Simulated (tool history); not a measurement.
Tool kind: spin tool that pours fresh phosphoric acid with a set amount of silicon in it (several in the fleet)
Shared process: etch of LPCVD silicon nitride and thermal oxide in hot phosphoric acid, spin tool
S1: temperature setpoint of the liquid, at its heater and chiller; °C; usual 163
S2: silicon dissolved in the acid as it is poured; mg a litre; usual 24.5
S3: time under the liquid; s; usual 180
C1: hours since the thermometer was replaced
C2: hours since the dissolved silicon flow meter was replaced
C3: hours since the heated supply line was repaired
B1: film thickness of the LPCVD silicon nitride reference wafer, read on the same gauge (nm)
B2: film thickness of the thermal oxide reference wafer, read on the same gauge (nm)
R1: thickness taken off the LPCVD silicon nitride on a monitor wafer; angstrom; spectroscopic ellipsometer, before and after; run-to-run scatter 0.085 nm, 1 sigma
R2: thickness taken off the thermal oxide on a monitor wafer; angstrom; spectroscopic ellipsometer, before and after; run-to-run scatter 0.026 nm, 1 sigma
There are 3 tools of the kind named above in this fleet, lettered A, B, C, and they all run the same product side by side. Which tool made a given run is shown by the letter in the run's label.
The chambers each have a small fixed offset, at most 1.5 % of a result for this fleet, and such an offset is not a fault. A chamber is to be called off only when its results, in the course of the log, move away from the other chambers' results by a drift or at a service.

run 1A hour=5.6 | S1=163 S2=24.5 S3=180 | C1=635 C2=1901.9 C3=689.7 | B1=139.96 B2=50.031 | R1=153.86 R2=2.9852
run 2B hour=10.9 | S1=163 S2=24.5 S3=180 | C1=51.3 C2=300.5 C3=750.1 | B1=139.98 B2=50.023 | R1=152.8 R2=3.5375
run 3C hour=15.9 | S1=163 S2=24.5 S3=180 | C1=354.4 C2=327.7 C3=808.7 | B1=140.01 B2=49.947 | R1=152.61 R2=3.3946
run 4A hour=19.9 | S1=163 S2=24.5 S3=180 | C1=649.3 C2=1916.2 C3=704 | B1=140 B2=50.037 | R1=154.18 R2=3.3631
run 5B hour=23.8 | S1=163 S2=24.5 S3=180 | C1=64.2 C2=313.4 C3=763 | B1=139.99 B2=49.933 | R1=153.51 R2=3.2237
run 6C hour=26.8 | S1=163 S2=24.5 S3=180 | C1=365.3 C2=338.6 C3=819.6 | B1=140.02 B2=50.015 | R1=153.02 R2=3.7658
run 7B hour=31.6 | S1=163 S2=24.5 S3=180 | C1=72 C2=321.2 C3=770.8 | B1=139.96 B2=50.024 | R1=153.52 R2=3.4064
run 8C hour=34.5 | S1=163 S2=24.5 S3=260 | C1=373 C2=346.3 C3=827.3 | B1=139.99 B2=50.01 | R1=221.63 R2=5.6936
run 9A hour=38.1 | S1=163 S2=24.5 S3=260 | C1=667.5 C2=1934.4 C3=722.2 | B1=140 B2=50.004 | R1=223.04 R2=5.2069
run 10B hour=42.6 | S1=163 S2=24.5 S3=260 | C1=83 C2=332.2 C3=781.8 | B1=140.04 B2=49.931 | R1=220.27 R2=4.3359
run 11A hour=46.3 | S1=163 S2=24.5 S3=180 | C1=675.7 C2=1942.6 C3=730.4 | B1=140.01 B2=49.975 | R1=153.14 R2=3.1046
run 12C hour=49.8 | S1=163 S2=24.5 S3=180 | C1=388.3 C2=361.6 C3=842.6 | B1=140.02 B2=49.981 | R1=154.45 R2=3.5099
run 13A hour=54.9 | S1=163 S2=24.5 S3=180 | C1=684.3 C2=1951.2 C3=739 | B1=140.02 B2=50.002 | R1=154.77 R2=3.3222
run 14B hour=60 | S1=165.5 S2=24.5 S3=180 | C1=100.4 C2=349.6 C3=799.2 | B1=140 B2=50.035 | R1=166.87 R2=4.2377
run 15C hour=65.9 | S1=165.5 S2=24.5 S3=180 | C1=404.4 C2=377.7 C3=858.7 | B1=139.99 B2=49.982 | R1=166.99 R2=4.0199
run 16A hour=69.8 | S1=165.5 S2=24.5 S3=180 | C1=699.2 C2=1966.1 C3=753.9 | B1=139.95 B2=49.978 | R1=168.23 R2=3.8084
run 17C hour=73.5 | S1=161.5 S2=17 S3=180 | C1=412 C2=385.3 C3=866.3 | B1=139.98 B2=49.975 | R1=146.85 R2=4.2106
run 18B hour=78.9 | S1=161.5 S2=17 S3=180 | C1=119.3 C2=368.5 C3=818.1 | B1=140.01 B2=49.991 | R1=146.16 R2=3.96
run 19A hour=84 | S1=161.5 S2=17 S3=180 | C1=713.4 C2=1980.3 C3=768.1 | B1=140.01 B2=50.011 | R1=147.16 R2=4.0975
run 20C hour=89.4 | S1=163 S2=24.5 S3=180 | C1=427.9 C2=401.2 C3=882.2 | B1=140.01 B2=50.05 | R1=152.77 R2=3.4961
run 21B hour=92.8 | S1=163 S2=24.5 S3=180 | C1=133.2 C2=382.4 C3=832 | B1=140.01 B2=50.019 | R1=153.41 R2=3.5599
run 22C hour=98.4 | S1=163 S2=15.5 S3=120 | C1=436.9 C2=410.2 C3=891.2 | B1=139.99 B2=50.009 | R1=102 R2=2.7876
run 23B hour=103.2 | S1=163 S2=15.5 S3=120 | C1=143.6 C2=392.8 C3=842.4 | B1=140.02 B2=49.993 | R1=101.28 R2=2.8713
run 24A hour=106.3 | S1=163 S2=15.5 S3=120 | C1=735.7 C2=2002.6 C3=790.4 | B1=140 B2=50.01 | R1=103.02 R2=3.058
run 25B hour=110.8 | S1=163 S2=24.5 S3=180 | C1=151.2 C2=400.4 C3=850 | B1=140.02 B2=50.037 | R1=153.44 R2=3.5325
run 26C hour=116.5 | S1=163 S2=24.5 S3=180 | C1=455 C2=428.3 C3=909.3 | B1=139.98 B2=50 | R1=153.31 R2=3.5035
run 27A hour=119.2 | S1=163 S2=24.5 S3=180 | C1=748.6 C2=2015.5 C3=803.3 | B1=140.03 B2=49.98 | R1=154.53 R2=3.153
run 28A hour=124.8 | S1=163 S2=24.5 S3=180 | C1=754.2 C2=2021.1 C3=808.9 | B1=140.03 B2=49.99 | R1=155.44 R2=3.1601
run 29C hour=128.8 | S1=163 S2=24.5 S3=180 | C1=467.3 C2=440.6 C3=921.6 | B1=140.01 B2=49.984 | R1=153.02 R2=3.6296
run 30B hour=132.6 | S1=163 S2=24.5 S3=180 | C1=173 C2=422.2 C3=871.8 | B1=140.07 B2=50.036 | R1=153.64 R2=3.7584
run 31C hour=138.1 | S1=163 S2=24.5 S3=180 | C1=476.6 C2=449.9 C3=930.9 | B1=140 B2=50.011 | R1=153.92 R2=3.3462
run 32A hour=141.6 | S1=163 S2=24.5 S3=180 | C1=771 C2=2037.9 C3=825.7 | B1=139.99 B2=50.057 | R1=153.04 R2=3.208
run 33B hour=145 | S1=163 S2=24.5 S3=180 | C1=185.4 C2=434.6 C3=884.2 | B1=140 B2=50.015 | R1=152.55 R2=3.8797

All chambers now run identical settings, listed one chamber a line with results as question marks. What results will each chamber show?
run 34A hour=149.4 | S1=163 S2=10.5 S3=180 | R1=? R2=?
run 34B hour=149.4 | S1=163 S2=10.5 S3=180 | R1=? R2=?
run 34C hour=149.4 | S1=163 S2=10.5 S3=180 | R1=? R2=?

run=34A R1=152.93 R2=5.1377
run=34B R1=154.14 R2=5.2705
run=34C R1=151.56 R2=4.6773

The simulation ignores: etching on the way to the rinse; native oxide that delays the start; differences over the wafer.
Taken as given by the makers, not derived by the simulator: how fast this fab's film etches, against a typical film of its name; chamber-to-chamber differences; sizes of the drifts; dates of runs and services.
